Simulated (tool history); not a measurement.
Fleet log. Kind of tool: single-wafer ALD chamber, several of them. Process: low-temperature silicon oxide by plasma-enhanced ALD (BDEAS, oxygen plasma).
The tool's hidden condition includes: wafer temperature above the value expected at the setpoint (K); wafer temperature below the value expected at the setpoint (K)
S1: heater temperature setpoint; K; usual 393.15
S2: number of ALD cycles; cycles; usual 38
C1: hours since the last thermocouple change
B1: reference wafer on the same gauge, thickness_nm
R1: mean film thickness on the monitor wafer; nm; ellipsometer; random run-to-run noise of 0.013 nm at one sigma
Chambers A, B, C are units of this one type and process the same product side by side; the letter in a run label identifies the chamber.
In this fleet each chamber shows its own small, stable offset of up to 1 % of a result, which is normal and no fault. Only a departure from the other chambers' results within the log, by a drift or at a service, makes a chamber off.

run 1A hour=10.2 | S1=393.15 S2=38 | C1=1554.6 | B1=4.4292 | R1=5.2836
run 2B hour=21.8 | S1=393.15 S2=38 | C1=459.2 | B1=4.4266 | R1=5.2568
run 3C hour=32.1 | S1=393.15 S2=38 | C1=452.3 | B1=4.4312 | R1=5.2548
run 4B hour=40.3 | S1=393.15 S2=38 | C1=477.7 | B1=4.4307 | R1=5.2729
run 5A hour=49.9 | S1=393.15 S2=38 | C1=1594.3 | B1=4.4322 | R1=5.2836
run 6C hour=56.5 | S1=393.15 S2=38 | C1=476.7 | B1=4.4324 | R1=5.2456
-- hour=61.4 chamber A: thermocouple changed; heater temperature recalibrated
run 7B hour=64.3 | S1=393.15 S2=38 | C1=501.7 | B1=4.4304 | R1=5.2798
run 8A hour=76.8 | S1=393.15 S2=38 | C1=15.4 | B1=4.4300 | R1=5.2722
run 9C hour=87.4 | S1=393.15 S2=38 | C1=507.6 | B1=4.4309 | R1=5.2603
run 10B hour=99.2 | S1=393.15 S2=38 | C1=536.6 | B1=4.4297 | R1=5.2806
run 11A hour=113.6 | S1=393.15 S2=38 | C1=52.2 | B1=4.4306 | R1=5.2886
run 12C hour=126.2 | S1=393.15 S2=38 | C1=546.4 | B1=4.4305 | R1=5.2666
run 13A hour=132.8 | S1=393.15 S2=38 | C1=71.4 | B1=4.4305 | R1=5.2589
run 14C hour=141.3 | S1=393.15 S2=38 | C1=561.5 | B1=4.4263 | R1=5.2462
run 15B hour=148.1 | S1=393.15 S2=38 | C1=585.5 | B1=4.4287 | R1=5.2617
run 16B hour=156.0 | S1=393.15 S2=38 | C1=593.4 | B1=4.4308 | R1=5.2636
run 17C hour=167.9 | S1=393.15 S2=38 | C1=588.1 | B1=4.4314 | R1=5.2599
run 18A hour=176.0 | S1=393.15 S2=38 | C1=114.6 | B1=4.4310 | R1=5.2772
run 19B hour=189.2 | S1=393.15 S2=38 | C1=626.6 | B1=4.4314 | R1=5.2751
run 20C hour=199.8 | S1=393.15 S2=38 | C1=620.0 | B1=4.4277 | R1=5.2704
run 21A hour=212.8 | S1=393.15 S2=38 | C1=151.4 | B1=4.4279 | R1=5.2745
run 22A hour=224.8 | S1=393.15 S2=38 | C1=163.4 | B1=4.4320 | R1=5.2750
run 23B hour=236.0 | S1=393.15 S2=38 | C1=673.4 | B1=4.4324 | R1=5.2411
run 24C hour=250.5 | S1=393.15 S2=38 | C1=670.7 | B1=4.4290 | R1=5.2386
run 25C hour=264.4 | S1=382.15 S2=35 | C1=684.6 | B1=4.4311 | R1=4.9617
run 26B hour=279.0 | S1=382.15 S2=35 | C1=716.4 | B1=4.4279 | R1=4.9462

Each of the 3 chambers runs these same settings next. Fill in every chamber's results:
run 27A hour=289.5 | S1=393.15 S2=32 | R1=?
run 27B hour=289.5 | S1=393.15 S2=32 | R1=?
run 27C hour=289.5 | S1=393.15 S2=32 | R1=?

run=27A R1=4.4519
run=27B R1=4.4361
run=27C R1=4.4173

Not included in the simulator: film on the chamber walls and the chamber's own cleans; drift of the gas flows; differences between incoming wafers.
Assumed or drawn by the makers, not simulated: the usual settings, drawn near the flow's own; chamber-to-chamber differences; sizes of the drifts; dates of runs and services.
